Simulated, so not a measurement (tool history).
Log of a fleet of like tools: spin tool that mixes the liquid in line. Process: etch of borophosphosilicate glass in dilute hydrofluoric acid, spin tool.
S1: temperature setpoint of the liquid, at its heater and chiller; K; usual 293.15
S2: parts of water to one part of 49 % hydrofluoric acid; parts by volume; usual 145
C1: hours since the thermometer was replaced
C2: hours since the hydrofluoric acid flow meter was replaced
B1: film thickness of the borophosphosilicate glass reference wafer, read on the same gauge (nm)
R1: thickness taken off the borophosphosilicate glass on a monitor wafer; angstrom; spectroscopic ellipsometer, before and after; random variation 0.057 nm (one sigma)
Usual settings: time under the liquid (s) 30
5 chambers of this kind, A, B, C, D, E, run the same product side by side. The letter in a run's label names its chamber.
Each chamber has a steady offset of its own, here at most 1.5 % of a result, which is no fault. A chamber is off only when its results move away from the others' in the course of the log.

Run 1B, day 0.233: usual settings; C1 883.2; C2 197.2; B1 70.037. Result: R1 72.492 angstrom.
Run 2A, day 0.408: usual settings; C1 1808.0; C2 1164.4; B1 69.992. Result: R1 72.345 angstrom.
Run 3D, day 0.562: usual settings; C1 2082.8; C2 860.8; B1 70.006. Result: R1 71.959 angstrom.
Run 4E, day 0.779: usual settings; C1 945.2; C2 382.1; B1 69.994. Result: R1 71.362 angstrom.
Run 5C, day 0.917: usual settings; C1 2084.5; C2 1180.0; B1 70.011. Result: R1 73.524 angstrom.
Run 6E, day 1.183: usual settings; C1 954.9; C2 391.8; B1 70.013. Result: R1 71.784 angstrom.
Run 7A, day 1.433: usual settings; C1 1832.6; C2 1189.0; B1 70.019. Result: R1 73.797 angstrom.
Run 8B, day 1.592: usual settings; C1 915.8; C2 229.8; B1 70.004. Result: R1 71.106 angstrom.
Run 9D, day 1.796: usual settings; C1 2112.4; C2 890.4; B1 70.005. Result: R1 72.253 angstrom.
Run 10C, day 1.938: usual settings; C1 2109.0; C2 1204.5; B1 70.021. Result: R1 74.217 angstrom.
Run 11A, day 2.092: usual settings; C1 1848.4; C2 1204.8; B1 70.029. Result: R1 73.274 angstrom.
Run 12E, day 2.346: usual settings but S2 90 parts by volume; C1 982.8; C2 419.7; B1 70.039. Result: R1 123.490 angstrom.
At day 2.408: chamber E: hydrofluoric acid flow meter replaced.
Run 13D, day 2.625: usual settings but S2 90 parts by volume; C1 2132.3; C2 910.3; B1 70.026. Result: R1 122.520 angstrom.
Run 14C, day 2.767: usual settings but S2 90 parts by volume; C1 2128.9; C2 1224.4; B1 69.987. Result: R1 127.200 angstrom.
Run 15B, day 2.958: usual settings but S2 90 parts by volume; C1 948.6; C2 262.6; B1 70.017. Result: R1 122.450 angstrom.
Run 16D, day 3.100: usual settings but S2 90 parts by volume; C1 2143.7; C2 921.7; B1 70.015. Result: R1 120.200 angstrom.
Run 17E, day 3.392: usual settings; C1 1007.9; C2 23.6; B1 69.977. Result: R1 71.252 angstrom.
Run 18B, day 3.658: usual settings; C1 965.4; C2 279.4; B1 70.032. Result: R1 72.648 angstrom.
Run 19A, day 3.917: usual settings; C1 1892.2; C2 1248.6; B1 70.002. Result: R1 72.439 angstrom.
Run 20C, day 4.204: usual settings; C1 2163.4; C2 1258.9; B1 70.011. Result: R1 76.153 angstrom.
Run 21E, day 4.454: usual settings; C1 1033.4; C2 49.1; B1 70.009. Result: R1 70.930 angstrom.
Run 22B, day 4.629: usual settings; C1 988.7; C2 302.7; B1 69.983. Result: R1 72.334 angstrom.
Run 23C, day 4.942: usual settings but S2 205 parts by volume, time under the liquid (s) 15; C1 2181.1; C2 1276.6; B1 70.010. Result: R1 25.272 angstrom.
Run 24A, day 5.246: usual settings but S2 205 parts by volume, time under the liquid (s) 15; C1 1924.1; C2 1280.5; B1 70.002. Result: R1 23.954 angstrom.
Run 25D, day 5.479: usual settings but S2 205 parts by volume, time under the liquid (s) 15; C1 2200.8; C2 978.8; B1 69.994. Result: R1 24.128 angstrom.
Run 26B, day 5.767: usual settings but S2 205 parts by volume, time under the liquid (s) 15; C1 1016.0; C2 330.0; B1 69.992. Result: R1 23.927 angstrom.
Run 27A, day 6.054: usual settings but S2 205 parts by volume, time under the liquid (s) 15; C1 1943.5; C2 1299.9; B1 70.010. Result: R1 24.152 angstrom.
Run 28C, day 6.362: usual settings; C1 2215.2; C2 1310.7; B1 69.991. Result: R1 79.501 angstrom.
Run 29E, day 6.517: usual settings; C1 1082.9; C2 98.6; B1 70.008. Result: R1 71.725 angstrom.
Run 30D, day 6.683: usual settings; C1 2229.7; C2 1007.7; B1 70.018. Result: R1 72.028 angstrom.
Run 31E, day 6.967: usual settings; C1 1093.7; C2 109.4; B1 70.022. Result: R1 70.591 angstrom.
At day 7.079: chamber D: thermometer replaced.
Run 32D, day 7.208: usual settings; C1 3.2; C2 1020.3; B1 70.013. Result: R1 72.850 angstrom.
Run 33B, day 7.408: usual settings but time under the liquid (s) 40; C1 1055.4; C2 369.4; B1 69.963. Result: R1 96.668 angstrom.
Run 34A, day 7.558: usual settings but time under the liquid (s) 40; C1 1979.6; C2 1336.0; B1 69.988. Result: R1 97.640 angstrom.
Run 35C, day 7.808: usual settings but time under the liquid (s) 40; C1 2249.9; C2 1345.4; B1 70.005. Result: R1 106.290 angstrom.
Run 36A, day 7.988: usual settings but time under the liquid (s) 40; C1 1989.9; C2 1346.3; B1 69.980. Result: R1 97.572 angstrom.
Run 37E, day 8.133: usual settings but time under the liquid (s) 40; C1 1121.7; C2 137.4; B1 69.981. Result: R1 95.353 angstrom.

All 5 chambers run these settings next. Forecast each chamber's results:
Run 38A, day 8.362: usual settings. Result: R1 ?.
Run 38B, day 8.362: usual settings. Result: R1 ?.
Run 38C, day 8.362: usual settings. Result: R1 ?.
Run 38D, day 8.362: usual settings. Result: R1 ?.
Run 38E, day 8.362: usual settings. Result: R1 ?.

run      R1
38A  71.903
38B  72.503
38C  80.056
38D  73.730
38E  71.303
